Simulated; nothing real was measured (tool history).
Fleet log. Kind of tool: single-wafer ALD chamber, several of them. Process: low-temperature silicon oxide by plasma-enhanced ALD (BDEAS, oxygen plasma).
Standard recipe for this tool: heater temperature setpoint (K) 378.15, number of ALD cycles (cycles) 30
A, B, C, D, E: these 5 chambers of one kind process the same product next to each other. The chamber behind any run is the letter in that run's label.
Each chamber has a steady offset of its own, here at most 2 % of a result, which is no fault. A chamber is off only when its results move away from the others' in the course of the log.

| run | hour | heater temperature setpoint (K) | number of ALD cycles (cycles) | read-back reference wafer on the same gauge, thickness_nm | mean film thickness on the monitor wafer (angstrom) |
|---|---|---|---|---|---|
| 1D | 11.9 | 378.15 | 30 | 4.0107 | 42.982 |
| 2E | 20.6 | 378.15 | 30 | 4.0094 | 41.777 |
|  | 22.2 | chamber A: thermocouple changed; heater temperature recalibrated |
| 3B | 35.4 | 378.15 | 30 | 4.0097 | 42.729 |
| 4C | 47.5 | 378.15 | 30 | 4.0105 | 43.265 |
| 5A | 57.6 | 378.15 | 30 | 4.0097 | 42.433 |
| 6E | 71.5 | 378.15 | 30 | 4.0096 | 41.999 |
| 7C | 84.3 | 378.15 | 30 | 4.0092 | 43.186 |
| 8A | 98.9 | 378.15 | 30 | 4.0115 | 42.242 |
| 9B | 113.4 | 378.15 | 30 | 4.0121 | 42.625 |
| 10D | 124.1 | 373.15 | 25 | 4.0111 | 36.168 |
| 11C | 137.5 | 373.15 | 25 | 4.0103 | 36.329 |
| 12B | 148.7 | 373.15 | 25 | 4.0096 | 35.909 |
| 13E | 158.6 | 373.15 | 25 | 4.0115 | 35.287 |
| 14A | 165.8 | 373.15 | 25 | 4.0108 | 35.499 |
| 15D | 179.7 | 378.15 | 30 | 4.0122 | 43.218 |
|  | 185.4 | chamber B: thermocouple changed; heater temperature recalibrated |
| 16A | 187.7 | 378.15 | 30 | 4.0093 | 42.352 |
| 17E | 194.7 | 378.15 | 30 | 4.0094 | 41.721 |
| 18C | 208.9 | 378.15 | 30 | 4.0095 | 43.179 |
| 19B | 221.5 | 378.15 | 30 | 4.0131 | 42.63 |
| 20D | 234.2 | 378.15 | 30 | 4.0105 | 43.103 |
| 21E | 241.4 | 378.15 | 30 | 4.0117 | 41.725 |
| 22D | 254.4 | 378.15 | 30 | 4.0122 | 42.959 |
| 23C | 265.2 | 371.15 | 32 | 4.0106 | 46.917 |
| 24B | 278.3 | 371.15 | 32 | 4.009 | 46.195 |
| 25A | 285.5 | 371.15 | 32 | 4.0105 | 45.954 |
| 26A | 298.2 | 371.15 | 32 | 4.012 | 46.081 |
| 27E | 306.4 | 371.15 | 32 | 4.0119 | 45.486 |
| 28B | 318.6 | 378.15 | 30 | 4.01 | 42.567 |
| 29D | 325.5 | 378.15 | 30 | 4.0081 | 42.892 |
| 30C | 332.8 | 378.15 | 30 | 4.0109 | 43.277 |
| 31D | 346.5 | 378.15 | 30 | 4.0126 | 43.032 |
| 32B | 355.7 | 378.15 | 30 | 4.0083 | 42.781 |
| 33E | 369.9 | 378.15 | 30 | 4.01 | 41.92 |
| 34C | 380.9 | 378.15 | 30 | 4.0105 | 43.174 |
| 35A | 390.7 | 378.15 | 30 | 4.0081 | 42.253 |
| 36D | 405 | 378.15 | 30 | 4.0118 | 43.028 |
| 37A | 417.8 | 378.15 | 30 | 4.0103 | 42.247 |
| 38B | 425.6 | 378.15 | 30 | 4.0087 | 42.449 |
| 39C | 437.7 | 378.15 | 30 | 4.008 | 43.112 |
| 40E | 445 | 378.15 | 30 | 4.0103 | 41.778 |
| 41E | 457.9 | 378.15 | 30 | 4.0079 | 41.871 |
| 42C | 468.9 | 378.15 | 30 | 4.0076 | 43.137 |
| 43A | 481.9 | 378.15 | 30 | 4.0079 | 42.324 |

All 5 chambers run these settings next. Forecast each chamber's results:
| 44A | 492.5 | 378.15 | 25 |  | ? |
| 44B | 492.5 | 378.15 | 25 |  | ? |
| 44C | 492.5 | 378.15 | 25 |  | ? |
| 44D | 492.5 | 378.15 | 25 |  | ? |
| 44E | 492.5 | 378.15 | 25 |  | ? |

| run | mean film thickness on the monitor wafer (angstrom) |
|---|---|
| 44A | 35.201 |
| 44B | 35.446 |
| 44C | 35.965 |
| 44D | 35.863 |
| 44E | 34.8 |
